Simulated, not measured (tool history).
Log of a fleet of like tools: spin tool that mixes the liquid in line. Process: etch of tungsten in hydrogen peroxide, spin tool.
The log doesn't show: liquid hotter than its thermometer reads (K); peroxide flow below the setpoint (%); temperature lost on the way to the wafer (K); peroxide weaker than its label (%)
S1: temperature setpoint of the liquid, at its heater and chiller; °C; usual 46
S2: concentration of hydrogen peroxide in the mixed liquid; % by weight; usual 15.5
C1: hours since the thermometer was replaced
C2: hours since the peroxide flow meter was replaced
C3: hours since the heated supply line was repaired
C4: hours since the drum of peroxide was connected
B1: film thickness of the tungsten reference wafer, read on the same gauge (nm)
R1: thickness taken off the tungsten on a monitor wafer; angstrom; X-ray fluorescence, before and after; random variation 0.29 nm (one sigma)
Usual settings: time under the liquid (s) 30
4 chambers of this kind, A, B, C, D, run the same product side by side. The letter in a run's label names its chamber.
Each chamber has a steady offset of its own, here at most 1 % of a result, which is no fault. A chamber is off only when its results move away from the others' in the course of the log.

{"run": "1C", "hour": 3.1, "S1": 46, "S2": 15.5, "time under the liquid (s)": 30, "C1": 710.7, "C2": 233.8, "C3": 625, "C4": 336.6, "B1": 49.999, "R1": 330.7}
{"run": "2D", "hour": 5.9, "S1": 46, "S2": 15.5, "time under the liquid (s)": 30, "C1": 101.6, "C2": 409.3, "C3": 3540.4, "C4": 1231.1, "B1": 50.029, "R1": 326.46}
{"run": "3A", "hour": 8.7, "S1": 46, "S2": 15.5, "time under the liquid (s)": 30, "C1": 1534.7, "C2": 981.3, "C3": 2169.9, "C4": 312.2, "B1": 49.999, "R1": 328.39}
{"run": "4B", "hour": 12.8, "S1": 46, "S2": 15.5, "time under the liquid (s)": 30, "C1": 876.9, "C2": 2489.2, "C3": 1165.7, "C4": 433.6, "B1": 50.029, "R1": 324.32}
{"hour": 14.1, "done": "chamber A: thermometer replaced"}
{"hour": 16.4, "done": "chamber D: heated supply line repaired"}
{"run": "5A", "hour": 16.7, "S1": 46, "S2": 15.5, "time under the liquid (s)": 30, "C1": 2.6, "C2": 989.3, "C3": 2177.9, "C4": 320.2, "B1": 49.997, "R1": 327.3}
{"run": "6D", "hour": 20.0, "S1": 46, "S2": 15.5, "time under the liquid (s)": 30, "C1": 115.7, "C2": 423.4, "C3": 3.6, "C4": 1245.2, "B1": 50, "R1": 330.01}
{"run": "7C", "hour": 24.0, "S1": 46, "S2": 15.5, "time under the liquid (s)": 30, "C1": 731.6, "C2": 254.7, "C3": 645.9, "C4": 357.5, "B1": 50.004, "R1": 330.19}
{"run": "8B", "hour": 28.4, "S1": 46, "S2": 12, "time under the liquid (s)": 40, "C1": 892.5, "C2": 2504.8, "C3": 1181.3, "C4": 449.2, "B1": 49.998, "R1": 374.72}
{"run": "9A", "hour": 32.3, "S1": 46, "S2": 12, "time under the liquid (s)": 40, "C1": 18.2, "C2": 1004.9, "C3": 2193.5, "C4": 335.8, "B1": 50.005, "R1": 378.64}
{"run": "10B", "hour": 35.7, "S1": 46, "S2": 12, "time under the liquid (s)": 40, "C1": 899.8, "C2": 2512.1, "C3": 1188.6, "C4": 456.5, "B1": 49.994, "R1": 382.18}
{"run": "11C", "hour": 39.6, "S1": 46, "S2": 12, "time under the liquid (s)": 40, "C1": 747.2, "C2": 270.3, "C3": 661.5, "C4": 373.1, "B1": 49.972, "R1": 393.98}
{"run": "12D", "hour": 42.8, "S1": 43, "S2": 18.5, "time under the liquid (s)": 30, "C1": 138.5, "C2": 446.2, "C3": 26.4, "C4": 1268, "B1": 49.983, "R1": 297.95}
{"hour": 45.5, "done": "chamber D: new drum of peroxide connected"}
{"run": "13B", "hour": 47.1, "S1": 43, "S2": 18.5, "time under the liquid (s)": 30, "C1": 911.2, "C2": 2523.5, "C3": 1200, "C4": 467.9, "B1": 49.994, "R1": 290.75}
{"run": "14C", "hour": 50.9, "S1": 43, "S2": 18.5, "time under the liquid (s)": 30, "C1": 758.5, "C2": 281.6, "C3": 672.8, "C4": 384.4, "B1": 50.013, "R1": 300.01}
{"run": "15A", "hour": 54.6, "S1": 43, "S2": 18.5, "time under the liquid (s)": 30, "C1": 40.5, "C2": 1027.2, "C3": 2215.8, "C4": 358.1, "B1": 50.026, "R1": 298.53}
{"run": "16D", "hour": 57.9, "S1": 49.5, "S2": 15.5, "time under the liquid (s)": 45, "C1": 153.6, "C2": 461.3, "C3": 41.5, "C4": 12.4, "B1": 49.993, "R1": 612.42}
{"run": "17B", "hour": 61.0, "S1": 49.5, "S2": 15.5, "time under the liquid (s)": 45, "C1": 925.1, "C2": 2537.4, "C3": 1213.9, "C4": 481.8, "B1": 49.997, "R1": 593.73}
{"run": "18C", "hour": 65.0, "S1": 49.5, "S2": 15.5, "time under the liquid (s)": 45, "C1": 772.6, "C2": 295.7, "C3": 686.9, "C4": 398.5, "B1": 50.002, "R1": 615.78}
{"run": "19D", "hour": 68.0, "S1": 49.5, "S2": 15.5, "time under the liquid (s)": 45, "C1": 163.7, "C2": 471.4, "C3": 51.6, "C4": 22.5, "B1": 49.969, "R1": 612.78}
{"hour": 71.3, "done": "chamber D: peroxide flow meter replaced"}
{"run": "20A", "hour": 71.3, "S1": 46, "S2": 15.5, "time under the liquid (s)": 30, "C1": 57.2, "C2": 1043.9, "C3": 2232.5, "C4": 374.8, "B1": 50.017, "R1": 319.03}
{"run": "21D", "hour": 75.1, "S1": 46, "S2": 15.5, "time under the liquid (s)": 30, "C1": 170.8, "C2": 3.9, "C3": 58.7, "C4": 29.6, "B1": 49.987, "R1": 328.25}
{"run": "22A", "hour": 78.8, "S1": 46, "S2": 15.5, "time under the liquid (s)": 30, "C1": 64.7, "C2": 1051.4, "C3": 2240, "C4": 382.3, "B1": 50.01, "R1": 319.52}
{"run": "23C", "hour": 80.9, "S1": 46, "S2": 15.5, "time under the liquid (s)": 30, "C1": 788.5, "C2": 311.6, "C3": 702.8, "C4": 414.4, "B1": 50.015, "R1": 330.93}
{"run": "24B", "hour": 83.3, "S1": 46, "S2": 15.5, "time under the liquid (s)": 30, "C1": 947.4, "C2": 2559.7, "C3": 1236.2, "C4": 504.1, "B1": 49.992, "R1": 323.15}
{"run": "25D", "hour": 86.7, "S1": 46, "S2": 15.5, "time under the liquid (s)": 30, "C1": 182.4, "C2": 15.5, "C3": 70.3, "C4": 41.2, "B1": 50.02, "R1": 328.39}
{"run": "26A", "hour": 89.2, "S1": 46, "S2": 15.5, "time under the liquid (s)": 30, "C1": 75.1, "C2": 1061.8, "C3": 2250.4, "C4": 392.7, "B1": 50.022, "R1": 319.85}
{"hour": 89.3, "done": "chamber C: new drum of peroxide connected"}
{"run": "27C", "hour": 93.8, "S1": 46, "S2": 15.5, "time under the liquid (s)": 30, "C1": 801.4, "C2": 324.5, "C3": 715.7, "C4": 4.6, "B1": 49.977, "R1": 336.67}
{"run": "28B", "hour": 97.2, "S1": 46, "S2": 15.5, "time under the liquid (s)": 30, "C1": 961.3, "C2": 2573.6, "C3": 1250.1, "C4": 518, "B1": 50.002, "R1": 321.02}
{"hour": 98.8, "done": "chamber B: peroxide flow meter replaced"}
{"run": "29A", "hour": 100.8, "S1": 46, "S2": 15.5, "time under the liquid (s)": 30, "C1": 86.7, "C2": 1073.4, "C3": 2262, "C4": 404.3, "B1": 50.003, "R1": 313.53}
{"run": "30B", "hour": 103.0, "S1": 46, "S2": 15.5, "time under the liquid (s)": 30, "C1": 967.1, "C2": 4.2, "C3": 1255.9, "C4": 523.8, "B1": 49.998, "R1": 326.01}
{"run": "31D", "hour": 106.8, "S1": 46, "S2": 15.5, "time under the liquid (s)": 30, "C1": 202.5, "C2": 35.6, "C3": 90.4, "C4": 61.3, "B1": 49.987, "R1": 327.9}
{"run": "32C", "hour": 109.3, "S1": 46, "S2": 15.5, "time under the liquid (s)": 30, "C1": 816.9, "C2": 340, "C3": 731.2, "C4": 20.1, "B1": 50.019, "R1": 330.09}
{"run": "33A", "hour": 113.4, "S1": 46, "S2": 15.5, "time under the liquid (s)": 30, "C1": 99.3, "C2": 1086, "C3": 2274.6, "C4": 416.9, "B1": 50.013, "R1": 312.5}
{"run": "34B", "hour": 115.8, "S1": 46, "S2": 15.5, "time under the liquid (s)": 30, "C1": 979.9, "C2": 17, "C3": 1268.7, "C4": 536.6, "B1": 49.98, "R1": 327.11}
{"run": "35D", "hour": 118.5, "S1": 46, "S2": 15.5, "time under the liquid (s)": 30, "C1": 214.2, "C2": 47.3, "C3": 102.1, "C4": 73, "B1": 49.99, "R1": 329.96}
{"run": "36C", "hour": 121.2, "S1": 46, "S2": 15.5, "time under the liquid (s)": 30, "C1": 828.8, "C2": 351.9, "C3": 743.1, "C4": 32, "B1": 50.009, "R1": 332.37}
{"run": "37C", "hour": 123.6, "S1": 46, "S2": 15.5, "time under the liquid (s)": 30, "C1": 831.2, "C2": 354.3, "C3": 745.5, "C4": 34.4, "B1": 50.005, "R1": 327.55}
{"hour": 125.1, "done": "chamber A: new drum of peroxide connected"}
{"run": "38A", "hour": 126.8, "S1": 50.5, "S2": 15.5, "time under the liquid (s)": 30, "C1": 112.7, "C2": 1099.4, "C3": 2288, "C4": 1.7, "B1": 49.991, "R1": 413.76}
{"run": "39D", "hour": 129.3, "S1": 50.5, "S2": 15.5, "time under the liquid (s)": 30, "C1": 225, "C2": 58.1, "C3": 112.9, "C4": 83.8, "B1": 49.989, "R1": 435.62}
{"run": "40B", "hour": 133.0, "S1": 50.5, "S2": 15.5, "time under the liquid (s)": 30, "C1": 997.1, "C2": 34.2, "C3": 1285.9, "C4": 553.8, "B1": 49.984, "R1": 432.69}
{"run": "41B", "hour": 136.8, "S1": 50.5, "S2": 15.5, "time under the liquid (s)": 30, "C1": 1000.9, "C2": 38, "C3": 1289.7, "C4": 557.6, "B1": 50.022, "R1": 427.74}
{"run": "42C", "hour": 141.3, "S1": 46, "S2": 15.5, "time under the liquid (s)": 15, "C1": 848.9, "C2": 372, "C3": 763.2, "C4": 52.1, "B1": 50.002, "R1": 164.66}

All 4 chambers run these settings next. Forecast each chamber's results:
{"run": "43A", "hour": 144.6, "S1": 46, "S2": 15.5, "time under the liquid (s)": 30, "R1": "?"}
{"run": "43B", "hour": 144.6, "S1": 46, "S2": 15.5, "time under the liquid (s)": 30, "R1": "?"}
{"run": "43C", "hour": 144.6, "S1": 46, "S2": 15.5, "time under the liquid (s)": 30, "R1": "?"}
{"run": "43D", "hour": 144.6, "S1": 46, "S2": 15.5, "time under the liquid (s)": 30, "R1": "?"}

run=43A R1=309.66
run=43B R1=324.95
run=43C R1=331.47
run=43D R1=328.52

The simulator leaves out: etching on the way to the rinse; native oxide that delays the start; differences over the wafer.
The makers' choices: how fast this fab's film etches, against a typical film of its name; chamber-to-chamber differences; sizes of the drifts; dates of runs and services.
